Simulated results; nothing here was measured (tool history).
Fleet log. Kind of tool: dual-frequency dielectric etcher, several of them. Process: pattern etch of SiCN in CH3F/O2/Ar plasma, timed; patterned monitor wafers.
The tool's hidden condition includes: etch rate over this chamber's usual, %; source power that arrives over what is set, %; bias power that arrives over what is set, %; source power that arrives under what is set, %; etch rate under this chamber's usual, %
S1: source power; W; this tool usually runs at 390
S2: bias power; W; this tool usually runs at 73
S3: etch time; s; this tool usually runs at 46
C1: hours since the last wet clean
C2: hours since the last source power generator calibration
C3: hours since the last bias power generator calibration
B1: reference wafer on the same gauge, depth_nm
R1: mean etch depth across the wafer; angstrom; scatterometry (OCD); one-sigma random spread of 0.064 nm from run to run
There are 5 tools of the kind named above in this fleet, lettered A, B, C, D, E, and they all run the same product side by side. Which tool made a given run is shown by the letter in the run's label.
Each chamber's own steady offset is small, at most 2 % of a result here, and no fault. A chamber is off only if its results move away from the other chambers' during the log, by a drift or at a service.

run 1A day=0.396 | S1=390 S2=73 S3=46 | C1=263.4 C2=957.6 C3=2002 | B1=19.622 | R1=173.35
run 2E day=0.725 | S1=390 S2=73 S3=46 | C1=358.6 C2=3043.5 C3=4893 | B1=19.612 | R1=173.69
run 3B day=1.217 | S1=390 S2=73 S3=46 | C1=396.2 C2=1246.3 C3=1046.1 | B1=19.606 | R1=171.4
run 4C day=1.746 | S1=390 S2=73 S3=46 | C1=179 C2=3318.3 C3=488.3 | B1=19.608 | R1=170.74
run 5D day=2.217 | S1=390 S2=73 S3=46 | C1=321.9 C2=3640 C3=798.1 | B1=19.608 | R1=173.18
run 6D day=2.629 | S1=390 S2=73 S3=46 | C1=331.8 C2=3649.9 C3=808 | B1=19.615 | R1=174.52
run 7B day=3.033 | S1=390 S2=73 S3=46 | C1=439.8 C2=1289.9 C3=1089.7 | B1=19.616 | R1=171.6
run 8C day=3.3 | S1=390 S2=73 S3=46 | C1=216.3 C2=3355.6 C3=525.6 | B1=19.603 | R1=171.85
-- day=3.625 chamber D: wet clean of the chamber
run 9E day=3.75 | S1=390 S2=73 S3=46 | C1=431.2 C2=3116.1 C3=4965.6 | B1=19.616 | R1=173.82
run 10A day=4.067 | S1=390 S2=73 S3=46 | C1=351.5 C2=1045.7 C3=2090.1 | B1=19.599 | R1=174.3
run 11C day=4.375 | S1=390 S2=73 S3=46 | C1=242.1 C2=3381.4 C3=551.4 | B1=19.583 | R1=171.2
-- day=4.688 chamber A: wet clean of the chamber
run 12A day=4.817 | S1=390 S2=73 S3=46 | C1=3.2 C2=1063.7 C3=2108.1 | B1=19.616 | R1=174.24
run 13D day=5.233 | S1=480 S2=64 S3=46 | C1=38.6 C2=3712.4 C3=870.5 | B1=19.597 | R1=186.35
-- day=5.421 chamber E: wet clean of the chamber
run 14E day=5.65 | S1=480 S2=64 S3=46 | C1=5.6 C2=3161.7 C3=5011.2 | B1=19.599 | R1=180.7
run 15B day=5.921 | S1=480 S2=64 S3=46 | C1=509.1 C2=1359.2 C3=1159 | B1=19.593 | R1=176.2
run 16D day=6.396 | S1=480 S2=64 S3=46 | C1=66.5 C2=3740.3 C3=898.4 | B1=19.598 | R1=186.97
run 17C day=6.888 | S1=480 S2=64 S3=46 | C1=302.4 C2=3441.7 C3=611.7 | B1=19.598 | R1=177.45
run 18E day=7.233 | S1=390 S2=73 S3=46 | C1=43.6 C2=3199.7 C3=5049.2 | B1=19.593 | R1=174.86
run 19A day=7.542 | S1=390 S2=73 S3=46 | C1=68.6 C2=1129.1 C3=2173.5 | B1=19.606 | R1=173.52
-- day=7.925 chamber B: wet clean of the chamber
run 20B day=8.038 | S1=390 S2=73 S3=46 | C1=2.7 C2=1410 C3=1209.8 | B1=19.592 | R1=171.07
run 21A day=8.512 | S1=390 S2=73 S3=46 | C1=91.9 C2=1152.4 C3=2196.8 | B1=19.595 | R1=175.32
run 22D day=8.796 | S1=390 S2=88 S3=57 | C1=124.1 C2=3797.9 C3=956 | B1=19.603 | R1=239.17
-- day=9.071 chamber E: bias power generator calibrated
run 23B day=9.154 | S1=390 S2=88 S3=57 | C1=29.5 C2=1436.8 C3=1236.6 | B1=19.606 | R1=228.14
run 24E day=9.621 | S1=390 S2=88 S3=57 | C1=100.9 C2=3257 C3=13.2 | B1=19.609 | R1=230.24
run 25C day=10.029 | S1=390 S2=88 S3=57 | C1=377.8 C2=3517.1 C3=687.1 | B1=19.63 | R1=225.95
run 26E day=10.329 | S1=390 S2=88 S3=57 | C1=117.9 C2=3274 C3=30.2 | B1=19.616 | R1=233.04
run 27A day=10.708 | S1=440 S2=73 S3=51.5 | C1=144.6 C2=1205.1 C3=2249.5 | B1=19.588 | R1=203.73
run 28D day=11.017 | S1=440 S2=73 S3=51.5 | C1=177.4 C2=3851.2 C3=1009.3 | B1=19.616 | R1=212.27
run 29C day=11.458 | S1=440 S2=73 S3=51.5 | C1=412.1 C2=3551.4 C3=721.4 | B1=19.601 | R1=201.05
run 30B day=11.833 | S1=440 S2=73 S3=51.5 | C1=93.8 C2=1501.1 C3=1300.9 | B1=19.594 | R1=201.29

All 5 chambers run these settings next. Forecast each chamber's results:
run 31A day=12.221 | S1=390 S2=73 S3=46 | R1=?
run 31B day=12.221 | S1=390 S2=73 S3=46 | R1=?
run 31C day=12.221 | S1=390 S2=73 S3=46 | R1=?
run 31D day=12.221 | S1=390 S2=73 S3=46 | R1=?
run 31E day=12.221 | S1=390 S2=73 S3=46 | R1=?

run=31A R1=173.05
run=31B R1=171.96
run=31C R1=169.69
run=31D R1=181.07
run=31E R1=174.16
